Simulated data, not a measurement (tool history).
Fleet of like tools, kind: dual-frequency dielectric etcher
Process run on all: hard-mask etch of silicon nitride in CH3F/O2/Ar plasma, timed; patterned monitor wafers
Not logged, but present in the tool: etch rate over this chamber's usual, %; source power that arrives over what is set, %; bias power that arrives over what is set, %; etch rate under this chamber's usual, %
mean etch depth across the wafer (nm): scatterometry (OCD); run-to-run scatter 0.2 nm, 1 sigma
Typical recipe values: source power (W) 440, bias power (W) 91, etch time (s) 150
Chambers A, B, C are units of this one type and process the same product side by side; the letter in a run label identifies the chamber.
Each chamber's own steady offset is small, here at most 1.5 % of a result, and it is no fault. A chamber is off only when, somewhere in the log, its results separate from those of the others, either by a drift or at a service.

run   hour  source power (W)  bias power (W)  etch time (s)  hours since the last wet clean  hours since the last source power generator calibration  hours since the last bias power generator calibration  read-back reference wafer on the same gauge, depth_nm  mean etch depth across the wafer (nm)
 1C    9.3               440              91            150                           422.8                                                   1139.5                                                 1190.0                                                 118.95                                 118.18
 2B   16.3               440              91            150                           234.4                                                   2509.2                                                   31.3                                                 118.93                                 117.42
 3A   24.4               440              91            150                           390.0                                                   2551.7                                                 2427.3                                                 118.91                                 116.45
      29.6  -- chamber A: wet clean of the chamber
 4B   29.8               440              91            150                           247.9                                                   2522.7                                                   44.8                                                 118.87                                 117.62
 5A   36.1               440              91            150                             6.5                                                   2563.4                                                 2439.0                                                 118.86                                 116.88
 6C   43.5               440              91            150                           457.0                                                   1173.7                                                 1224.2                                                 118.84                                 117.42
 7A   47.8               440              91            150                            18.2                                                   2575.1                                                 2450.7                                                 118.82                                 116.39
 8B   52.9               440             107            150                           271.0                                                   2545.8                                                   67.9                                                 118.81                                 124.33
 9C   60.3               440             107            150                           473.8                                                   1190.5                                                 1241.0                                                 118.75                                 125.21
10C   69.8               440             107            150                           483.3                                                   1200.0                                                 1250.5                                                 118.71                                 125.26
11A   74.5               440              91            150                            44.9                                                   2601.8                                                 2477.4                                                 118.70                                 116.53
12B   80.0               440              91            150                           298.1                                                   2572.9                                                   95.0                                                 118.72                                 117.33
13A   88.8               440              91            150                            59.2                                                   2616.1                                                 2491.7                                                 118.71                                 116.51
14B   95.5               440              91            150                           313.6                                                   2588.4                                                  110.5                                                 118.62                                 117.61
15C  103.2               440              91            150                           516.7                                                   1233.4                                                 1283.9                                                 118.62                                 117.38
16A  111.3               440              91            150                            81.7                                                   2638.6                                                 2514.2                                                 118.62                                 116.02
     117.5  -- chamber C: wet clean of the chamber
17B  120.8               440              91            150                           338.9                                                   2613.7                                                  135.8                                                 118.55                                 117.00
18C  130.2               440              91            150                            12.7                                                   1260.4                                                 1310.9                                                 118.55                                 117.15
19A  139.7               440              91            150                           110.1                                                   2667.0                                                 2542.6                                                 118.45                                 116.33
20C  145.7               470              76            150                            28.2                                                   1275.9                                                 1326.4                                                 118.41                                 113.44
21B  154.4               470              76            150                           372.5                                                   2647.3                                                  169.4                                                 118.44                                 112.78
22A  161.7               470              76            150                           132.1                                                   2689.0                                                 2564.6                                                 118.42                                 111.86
23B  168.1               440              91            150                           386.2                                                   2661.0                                                  183.1                                                 118.39                                 116.97
24C  175.3               440              91            150                            57.8                                                   1305.5                                                 1356.0                                                 118.38                                 117.38
25C  182.7               440              91            150                            65.2                                                   1312.9                                                 1363.4                                                 118.37                                 117.38
26A  191.3               440              91            150                           161.7                                                   2718.6                                                 2594.2                                                 118.32                                 115.86
27B  196.3               440              91            150                           414.4                                                   2689.2                                                  211.3                                                 118.25                                 116.68
28A  205.8               440              91            150                           176.2                                                   2733.1                                                 2608.7                                                 118.33                                 115.78
29C  212.1               440              91            150                            94.6                                                   1342.3                                                 1392.8                                                 118.21                                 117.51
30B  216.8               440              91            150                           434.9                                                   2709.7                                                  231.8                                                 118.25                                 117.11
31B  225.3               440              91            150                           443.4                                                   2718.2                                                  240.3                                                 118.16                                 116.89

Is one chamber out of step, is the gauge drifting, or do the chambers differ by no more than their own small offsets? For an off chamber, give its letter and the likeliest cause.

None of the chambers is off. What moves is the gauge, dragging all their readings along together.
Likeliest cause: gauge reads low (%) = 0.702.
